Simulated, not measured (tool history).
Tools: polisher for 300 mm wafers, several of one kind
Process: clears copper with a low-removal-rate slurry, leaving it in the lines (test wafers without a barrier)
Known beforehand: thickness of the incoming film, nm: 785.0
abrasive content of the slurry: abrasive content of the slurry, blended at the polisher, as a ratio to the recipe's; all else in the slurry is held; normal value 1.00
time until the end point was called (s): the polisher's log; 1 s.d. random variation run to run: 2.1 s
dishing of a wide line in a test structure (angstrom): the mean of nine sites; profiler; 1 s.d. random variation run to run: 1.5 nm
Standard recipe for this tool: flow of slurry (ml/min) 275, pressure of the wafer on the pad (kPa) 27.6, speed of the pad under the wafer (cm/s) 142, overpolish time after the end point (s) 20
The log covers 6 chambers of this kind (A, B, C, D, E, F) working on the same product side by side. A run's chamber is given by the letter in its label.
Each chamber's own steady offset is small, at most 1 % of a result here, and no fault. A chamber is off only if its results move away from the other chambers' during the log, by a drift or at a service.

| run | day | flow of slurry (ml/min) | pressure of the wafer on the pad (kPa) | speed of the pad under the wafer (cm/s) | abrasive content of the slurry | overpolish time after the end point (s) | time until the end point was called (s) | dishing of a wide line in a test structure (angstrom) |
|---|---|---|---|---|---|---|---|---|
|  | 0.142 | chamber D: slurry nozzle cleaned |
| 1A | 0.342 | 275 | 27.6 | 142 | 1.00 | 20 | 162.57 | 641.20 |
|  | 0.562 | chamber E: slurry nozzle cleaned |
|  | 0.579 | chamber D: slurry blender recalibrated |
| 2D | 0.608 | 275 | 27.6 | 142 | 1.00 | 20 | 161.26 | 635.37 |
| 3F | 0.850 | 275 | 27.6 | 142 | 1.00 | 20 | 164.82 | 647.77 |
| 4C | 1.104 | 275 | 27.6 | 142 | 1.00 | 20 | 164.22 | 673.72 |
| 5B | 1.292 | 275 | 31.0 | 142 | 1.00 | 20 | 142.37 | 682.34 |
|  | 1.483 | chamber D: worn pad replaced by a new one |
| 6E | 1.654 | 275 | 31.0 | 142 | 1.00 | 20 | 142.08 | 695.56 |
| 7C | 2.021 | 275 | 31.0 | 142 | 1.00 | 20 | 145.58 | 745.79 |
| 8A | 2.221 | 275 | 31.0 | 142 | 1.00 | 20 | 143.22 | 714.04 |
|  | 2.404 | chamber E: slurry blender recalibrated |
|  | 2.458 | chamber F: slurry blender recalibrated |
| 9B | 2.504 | 275 | 31.0 | 142 | 1.00 | 20 | 144.41 | 676.10 |
| 10F | 2.892 | 275 | 31.0 | 142 | 1.00 | 20 | 144.31 | 715.12 |
|  | 2.996 | chamber B: worn pad replaced by a new one |
| 11E | 3.129 | 275 | 31.0 | 122 | 1.00 | 20 | 165.36 | 659.45 |
|  | 3.221 | chamber A: worn pad replaced by a new one |
| 12D | 3.329 | 275 | 31.0 | 122 | 1.00 | 20 | 164.90 | 633.40 |
| 13A | 3.521 | 275 | 31.0 | 122 | 1.00 | 20 | 170.27 | 635.75 |
|  | 3.617 | chamber A: slurry nozzle cleaned |
| 14C | 3.854 | 275 | 31.0 | 122 | 1.00 | 20 | 167.60 | 639.06 |
|  | 3.979 | chamber C: worn pad replaced by a new one |
| 15E | 4.233 | 275 | 31.0 | 122 | 1.00 | 20 | 163.80 | 610.27 |
|  | 4.262 | chamber E: worn pad replaced by a new one |
|  | 4.471 | chamber B: head pressure recalibrated |
| 16B | 4.625 | 275 | 31.0 | 122 | 1.00 | 20 | 164.72 | 623.45 |
|  | 4.796 | chamber B: slurry blender recalibrated |
| 17F | 4.917 | 275 | 27.6 | 142 | 1.00 | 20 | 163.52 | 633.21 |
| 18D | 5.238 | 275 | 27.6 | 142 | 1.00 | 20 | 161.50 | 661.17 |
| 19F | 5.429 | 275 | 27.6 | 96 | 1.00 | 20 | 234.28 | 469.21 |
|  | 5.638 | chamber F: slurry nozzle cleaned |
| 20E | 5.683 | 275 | 27.6 | 96 | 1.00 | 20 | 238.20 | 447.47 |
| 21A | 5.938 | 275 | 27.6 | 96 | 1.00 | 20 | 251.86 | 444.70 |
| 22D | 6.275 | 275 | 27.6 | 96 | 1.00 | 20 | 231.01 | 440.60 |
|  | 6.521 | chamber F: worn pad replaced by a new one |
|  | 6.596 | chamber E: slurry blender recalibrated |
| 23C | 6.638 | 275 | 27.6 | 96 | 1.00 | 20 | 240.56 | 446.39 |
| 24B | 7.071 | 275 | 27.6 | 96 | 1.00 | 20 | 237.38 | 474.89 |
| 25C | 7.342 | 275 | 27.6 | 142 | 1.00 | 20 | 161.33 | 635.77 |
| 26F | 7.562 | 275 | 27.6 | 142 | 1.00 | 20 | 162.03 | 654.55 |
| 27B | 7.800 | 275 | 27.6 | 142 | 1.00 | 20 | 160.25 | 651.06 |
|  | 8.054 | chamber D: slurry nozzle cleaned |
| 28A | 8.058 | 275 | 27.6 | 142 | 1.00 | 20 | 170.00 | 621.51 |
|  | 8.246 | chamber B: slurry nozzle cleaned |
| 29E | 8.250 | 275 | 27.6 | 142 | 1.00 | 20 | 160.26 | 665.20 |
|  | 8.321 | chamber A: worn pad replaced by a new one |
| 30D | 8.633 | 275 | 27.6 | 142 | 1.00 | 20 | 157.36 | 627.33 |
| 31E | 8.967 | 275 | 27.6 | 142 | 1.00 | 20 | 162.65 | 641.88 |
|  | 9.088 | chamber C: slurry blender recalibrated |
| 32A | 9.375 | 275 | 27.6 | 142 | 0.85 | 20 | 180.93 | 589.01 |
|  | 9.508 | chamber D: worn pad replaced by a new one |
| 33B | 9.742 | 275 | 27.6 | 142 | 0.85 | 20 | 162.96 | 633.01 |
| 34F | 10.083 | 275 | 27.6 | 142 | 0.85 | 20 | 167.06 | 660.67 |
|  | 10.096 | chamber C: worn pad replaced by a new one |
| 35D | 10.308 | 275 | 27.6 | 142 | 0.85 | 20 | 164.99 | 653.79 |
| 36C | 10.517 | 275 | 27.6 | 142 | 0.85 | 20 | 166.98 | 602.32 |
|  | 10.621 | chamber E: slurry blender recalibrated |
|  | 10.646 | chamber C: head pressure recalibrated |
| 37C | 10.829 | 275 | 27.6 | 142 | 0.85 | 20 | 168.10 | 621.84 |
| 38B | 11.242 | 275 | 27.6 | 142 | 1.00 | 20 | 159.54 | 663.64 |
| 39F | 11.612 | 275 | 27.6 | 142 | 1.00 | 20 | 163.70 | 639.72 |
| 40E | 11.921 | 275 | 27.6 | 142 | 1.00 | 20 | 160.62 | 649.68 |

All chambers now run identical settings, listed one chamber a line with results as question marks. What results will each chamber show?
| 41A | 12.229 | 275 | 23.4 | 142 | 1.00 | 20 | ? | ? |
| 41B | 12.229 | 275 | 23.4 | 142 | 1.00 | 20 | ? | ? |
| 41C | 12.229 | 275 | 23.4 | 142 | 1.00 | 20 | ? | ? |
| 41D | 12.229 | 275 | 23.4 | 142 | 1.00 | 20 | ? | ? |
| 41E | 12.229 | 275 | 23.4 | 142 | 1.00 | 20 | ? | ? |
| 41F | 12.229 | 275 | 23.4 | 142 | 1.00 | 20 | ? | ? |

| run | time until the end point was called (s) | dishing of a wide line in a test structure (angstrom) |
|---|---|---|
| 41A | 216.23 | 509.83 |
| 41B | 184.38 | 555.17 |
| 41C | 192.39 | 539.54 |
| 41D | 190.66 | 547.22 |
| 41E | 189.95 | 531.50 |
| 41F | 186.91 | 568.93 |
